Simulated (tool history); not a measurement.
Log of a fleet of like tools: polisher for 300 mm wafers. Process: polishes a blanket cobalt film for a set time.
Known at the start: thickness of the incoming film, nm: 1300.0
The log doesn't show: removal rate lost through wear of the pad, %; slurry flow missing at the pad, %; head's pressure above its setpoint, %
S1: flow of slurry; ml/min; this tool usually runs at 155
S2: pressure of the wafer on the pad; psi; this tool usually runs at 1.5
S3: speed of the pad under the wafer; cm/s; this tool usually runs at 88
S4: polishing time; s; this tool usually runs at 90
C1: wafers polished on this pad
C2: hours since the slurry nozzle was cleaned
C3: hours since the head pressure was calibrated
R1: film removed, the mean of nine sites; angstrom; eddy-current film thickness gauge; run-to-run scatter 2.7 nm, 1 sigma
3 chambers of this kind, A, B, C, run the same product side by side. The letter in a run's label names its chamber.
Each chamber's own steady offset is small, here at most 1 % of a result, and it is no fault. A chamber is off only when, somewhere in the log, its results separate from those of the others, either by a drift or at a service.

Run 1A, hour 3.5: usual settings; C1 254; C2 287.3; C3 342.1. Result: R1 3053.6 angstrom.
Run 2C, hour 6.3: usual settings; C1 1017; C2 77.4; C3 462.3. Result: R1 3094.8 angstrom.
Run 3B, hour 10.0: usual settings; C1 476; C2 91.2; C3 530.8. Result: R1 3050.0 angstrom.
Run 4C, hour 15.2: usual settings; C1 1118; C2 86.3; C3 471.2. Result: R1 3118.8 angstrom.
Run 5A, hour 19.0: usual settings; C1 430; C2 302.8; C3 357.6. Result: R1 3061.2 angstrom.
Run 6B, hour 24.6: usual settings; C1 642; C2 105.8; C3 545.4. Result: R1 3000.9 angstrom.
Run 7C, hour 29.1: usual settings; C1 1277; C2 100.2; C3 485.1. Result: R1 3023.8 angstrom.
Run 8A, hour 32.4: usual settings; C1 583; C2 316.2; C3 371.0. Result: R1 3022.0 angstrom.
Run 9B, hour 35.3: usual settings; C1 764; C2 116.5; C3 556.1. Result: R1 2964.6 angstrom.
Run 10C, hour 40.8: usual settings; C1 1410; C2 111.9; C3 496.8. Result: R1 3055.1 angstrom.
Run 11A, hour 43.3: usual settings; C1 707; C2 327.1; C3 381.9. Result: R1 3062.5 angstrom.
At hour 44.3: chamber C: worn pad replaced by a new one.
Run 12B, hour 48.4: usual settings; C1 913; C2 129.6; C3 569.2. Result: R1 2940.6 angstrom.
Run 13A, hour 50.9: usual settings; C1 793; C2 334.7; C3 389.5. Result: R1 3069.6 angstrom.
At hour 53.5: chamber A: worn pad replaced by a new one.
Run 14C, hour 53.9: usual settings; C1 109; C2 125.0; C3 509.9. Result: R1 3055.1 angstrom.
At hour 54.1: chamber A: slurry nozzle cleaned.
Run 15B, hour 58.0: usual settings but S1 200 ml/min, S2 1.1 psi; C1 1022; C2 139.2; C3 578.8. Result: R1 2221.2 angstrom.
Run 16A, hour 62.9: usual settings but S1 200 ml/min, S2 1.1 psi; C1 107; C2 8.9; C3 401.5. Result: R1 2306.7 angstrom.
Run 17C, hour 67.8: usual settings but S1 200 ml/min, S2 1.1 psi; C1 267; C2 138.9; C3 523.8. Result: R1 2340.5 angstrom.
Run 18B, hour 70.3: usual settings; C1 1162; C2 151.5; C3 591.1. Result: R1 2876.8 angstrom.
Run 19C, hour 75.4: usual settings; C1 354; C2 146.5; C3 531.4. Result: R1 3045.3 angstrom.
Run 20B, hour 80.3: usual settings; C1 1276; C2 161.5; C3 601.1. Result: R1 2871.5 angstrom.
Run 21A, hour 84.1: usual settings; C1 349; C2 30.1; C3 422.7. Result: R1 3051.8 angstrom.
Run 22C, hour 88.9: usual settings but S1 190 ml/min, S3 70 cm/s; C1 507; C2 160.0; C3 544.9. Result: R1 2501.9 angstrom.
Run 23A, hour 93.8: usual settings but S1 190 ml/min, S3 70 cm/s; C1 459; C2 39.8; C3 432.4. Result: R1 2490.2 angstrom.
Run 24B, hour 98.6: usual settings but S1 190 ml/min, S3 70 cm/s; C1 1484; C2 179.8; C3 619.4. Result: R1 2306.4 angstrom.
Run 25A, hour 101.0: usual settings; C1 541; C2 47.0; C3 439.6. Result: R1 3036.7 angstrom.
Run 26B, hour 105.6: usual settings but S4 63 s; C1 1564; C2 186.8; C3 626.4. Result: R1 1957.8 angstrom.
Run 27C, hour 108.6: usual settings but S4 63 s; C1 732; C2 179.7; C3 564.6. Result: R1 2168.7 angstrom.
Run 28B, hour 114.1: usual settings but S4 63 s; C1 1661; C2 195.3; C3 634.9. Result: R1 1949.2 angstrom.
Run 29C, hour 119.1: usual settings; C1 851; C2 190.2; C3 575.1. Result: R1 3060.8 angstrom.
Run 30A, hour 124.5: usual settings but S2 1.3 psi, S4 68 s; C1 808; C2 70.5; C3 463.1. Result: R1 1989.0 angstrom.
Run 31A, hour 129.5: usual settings but S2 1.3 psi, S4 68 s; C1 865; C2 75.5; C3 468.1. Result: R1 1995.8 angstrom.

Is one chamber out of step, is the gauge drifting, or do the chambers differ by no more than their own small offsets? For an off chamber, give its letter and the likeliest cause.

One chamber, B, drifts off from the rest bit by bit.
What lies behind it: removal rate lost through wear of the pad, % = 10.1.
With only this log, it may be confused with: slurry flow missing at the pad, %; head's pressure below its setpoint, %.

Which of the 4 candidates below, each the usual settings with something changed and its results left as question marks, puts chamber B back in line with what the other chambers give on the usual settings?
Maximum distance from the other chambers' mean on the usual settings for a result to count as in line: R1 92.0 angstrom
Run 32B-1, hour 133.5: usual settings but S4 109 s. Result: R1 ?.
Run 32B-2, hour 133.5: usual settings but S2 1.4 psi, S4 86 s. Result: R1 ?.
Run 32B-3, hour 133.5: usual settings but S2 1.6 psi, S3 92 cm/s. Result: R1 ?.
Run 32B-4, hour 133.5: usual settings but S1 150 ml/min, S3 72 cm/s. Result: R1 ?.

Average result of the remaining chambers running the usual settings: R1 3048.8 angstrom
  run      R1
32B-1  3298.9
32B-2  2426.6
32B-3  3039.2
32B-4  2219.9
32B-3 brings the chamber back in line.
